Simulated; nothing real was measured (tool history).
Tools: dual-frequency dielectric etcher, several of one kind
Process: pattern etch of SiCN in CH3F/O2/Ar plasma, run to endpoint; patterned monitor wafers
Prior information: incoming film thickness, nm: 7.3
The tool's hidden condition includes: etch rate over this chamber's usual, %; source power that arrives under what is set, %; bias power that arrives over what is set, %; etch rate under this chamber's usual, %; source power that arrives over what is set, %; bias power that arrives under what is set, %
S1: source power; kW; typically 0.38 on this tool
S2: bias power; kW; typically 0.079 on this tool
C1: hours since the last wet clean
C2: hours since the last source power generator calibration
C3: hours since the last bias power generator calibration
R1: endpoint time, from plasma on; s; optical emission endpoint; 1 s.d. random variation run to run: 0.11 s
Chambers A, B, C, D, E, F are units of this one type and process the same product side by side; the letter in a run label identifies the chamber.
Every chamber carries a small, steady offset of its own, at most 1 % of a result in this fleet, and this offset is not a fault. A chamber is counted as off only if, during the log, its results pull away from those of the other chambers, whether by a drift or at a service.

run 1F hour=2.2 | S1=0.38 S2=0.079 | C1=284.2 C2=297.7 C3=3110 | R1=19.319
run 2B hour=6.2 | S1=0.38 S2=0.079 | C1=342.7 C2=3173.6 C3=686.5 | R1=18.999
run 3C hour=8.7 | S1=0.38 S2=0.079 | C1=60.5 C2=250.6 C3=2608.5 | R1=19.046
run 4D hour=11.6 | S1=0.38 S2=0.079 | C1=316.9 C2=2183.5 C3=2437.2 | R1=19.214
run 5E hour=14.2 | S1=0.38 S2=0.079 | C1=167 C2=4327.7 C3=3180.8 | R1=19.618
run 6A hour=17.9 | S1=0.47 S2=0.067 | C1=207.9 C2=1110.3 C3=1092.4 | R1=18.915
run 7B hour=21.2 | S1=0.47 S2=0.067 | C1=357.7 C2=3188.6 C3=701.5 | R1=18.603
run 8A hour=23.6 | S1=0.47 S2=0.067 | C1=213.6 C2=1116 C3=1098.1 | R1=18.951
run 9F hour=27.8 | S1=0.47 S2=0.067 | C1=309.8 C2=323.3 C3=3135.6 | R1=18.893
run 10E hour=31.3 | S1=0.47 S2=0.067 | C1=184.1 C2=4344.8 C3=3197.9 | R1=19.034
-- hour=34.4 chamber B: wet clean of the chamber
run 11D hour=34.9 | S1=0.47 S2=0.067 | C1=340.2 C2=2206.8 C3=2460.5 | R1=18.894
run 12C hour=39.2 | S1=0.38 S2=0.079 | C1=91 C2=281.1 C3=2639 | R1=19.101
run 13D hour=43 | S1=0.38 S2=0.079 | C1=348.3 C2=2214.9 C3=2468.6 | R1=19.464
run 14B hour=46.5 | S1=0.38 S2=0.079 | C1=12.1 C2=3213.9 C3=726.8 | R1=19.119
run 15F hour=50.7 | S1=0.38 S2=0.079 | C1=332.7 C2=346.2 C3=3158.5 | R1=19.127
run 16E hour=53 | S1=0.38 S2=0.079 | C1=205.8 C2=4366.5 C3=3219.6 | R1=19.495
run 17A hour=55.6 | S1=0.38 S2=0.079 | C1=245.6 C2=1148 C3=1130.1 | R1=19.313
run 18C hour=59.9 | S1=0.38 S2=0.079 | C1=111.7 C2=301.8 C3=2659.7 | R1=19.01
run 19B hour=62.8 | S1=0.29 S2=0.068 | C1=28.4 C2=3230.2 C3=743.1 | R1=22.258
run 20F hour=65.9 | S1=0.29 S2=0.068 | C1=347.9 C2=361.4 C3=3173.7 | R1=22.54
-- hour=66.9 chamber F: wet clean of the chamber
run 21C hour=68.1 | S1=0.29 S2=0.068 | C1=119.9 C2=310 C3=2667.9 | R1=22.119
run 22A hour=71.3 | S1=0.29 S2=0.068 | C1=261.3 C2=1163.7 C3=1145.8 | R1=22.53
run 23D hour=74.1 | S1=0.29 S2=0.068 | C1=379.4 C2=2246 C3=2499.7 | R1=22.816
run 24E hour=76.8 | S1=0.29 S2=0.068 | C1=229.6 C2=4390.3 C3=3243.4 | R1=22.754
run 25B hour=79.7 | S1=0.38 S2=0.079 | C1=45.3 C2=3247.1 C3=760 | R1=19.106
run 26E hour=83.3 | S1=0.38 S2=0.079 | C1=236.1 C2=4396.8 C3=3249.9 | R1=19.301
run 27A hour=86.7 | S1=0.38 S2=0.079 | C1=276.7 C2=1179.1 C3=1161.2 | R1=19.225
run 28C hour=89.6 | S1=0.38 S2=0.079 | C1=141.4 C2=331.5 C3=2689.4 | R1=18.84
run 29F hour=92 | S1=0.38 S2=0.079 | C1=25.1 C2=387.5 C3=3199.8 | R1=19.19
run 30D hour=95.1 | S1=0.38 S2=0.079 | C1=400.4 C2=2267 C3=2520.7 | R1=19.824
run 31E hour=99.1 | S1=0.3 S2=0.064 | C1=251.9 C2=4412.6 C3=3265.7 | R1=22.804
run 32C hour=102.5 | S1=0.3 S2=0.064 | C1=154.3 C2=344.4 C3=2702.3 | R1=22.512
run 33A hour=104.8 | S1=0.3 S2=0.064 | C1=294.8 C2=1197.2 C3=1179.3 | R1=22.937
run 34F hour=107.8 | S1=0.3 S2=0.064 | C1=40.9 C2=403.3 C3=3215.6 | R1=22.846
run 35D hour=111.6 | S1=0.3 S2=0.064 | C1=416.9 C2=2283.5 C3=2537.2 | R1=23.393
run 36B hour=115.2 | S1=0.3 S2=0.064 | C1=80.8 C2=3282.6 C3=795.5 | R1=22.393
run 37D hour=117.4 | S1=0.38 S2=0.079 | C1=422.7 C2=2289.3 C3=2543 | R1=19.958
run 38C hour=120.5 | S1=0.38 S2=0.079 | C1=172.3 C2=362.4 C3=2720.3 | R1=19.006
run 39F hour=124.5 | S1=0.47 S2=0.071 | C1=57.6 C2=420 C3=3232.3 | R1=18.638
run 40B hour=126.7 | S1=0.47 S2=0.071 | C1=92.3 C2=3294.1 C3=807 | R1=18.365
run 41E hour=131 | S1=0.47 S2=0.071 | C1=283.8 C2=4444.5 C3=3297.6 | R1=18.699
run 42A hour=134.8 | S1=0.47 S2=0.071 | C1=324.8 C2=1227.2 C3=1209.3 | R1=18.468
run 43D hour=137.3 | S1=0.47 S2=0.071 | C1=442.6 C2=2309.2 C3=2562.9 | R1=19.254

Next, all 6 chambers run the settings below, one line each with question marks for the results. What does each chamber give?
run 44A hour=140.9 | S1=0.44 S2=0.079 | R1=?
run 44B hour=140.9 | S1=0.44 S2=0.079 | R1=?
run 44C hour=140.9 | S1=0.44 S2=0.079 | R1=?
run 44D hour=140.9 | S1=0.44 S2=0.079 | R1=?
run 44E hour=140.9 | S1=0.44 S2=0.079 | R1=?
run 44F hour=140.9 | S1=0.44 S2=0.079 | R1=?

run=44A R1=18.235
run=44B R1=17.999
run=44C R1=18.091
run=44D R1=18.972
run=44E R1=18.295
run=44F R1=18.234
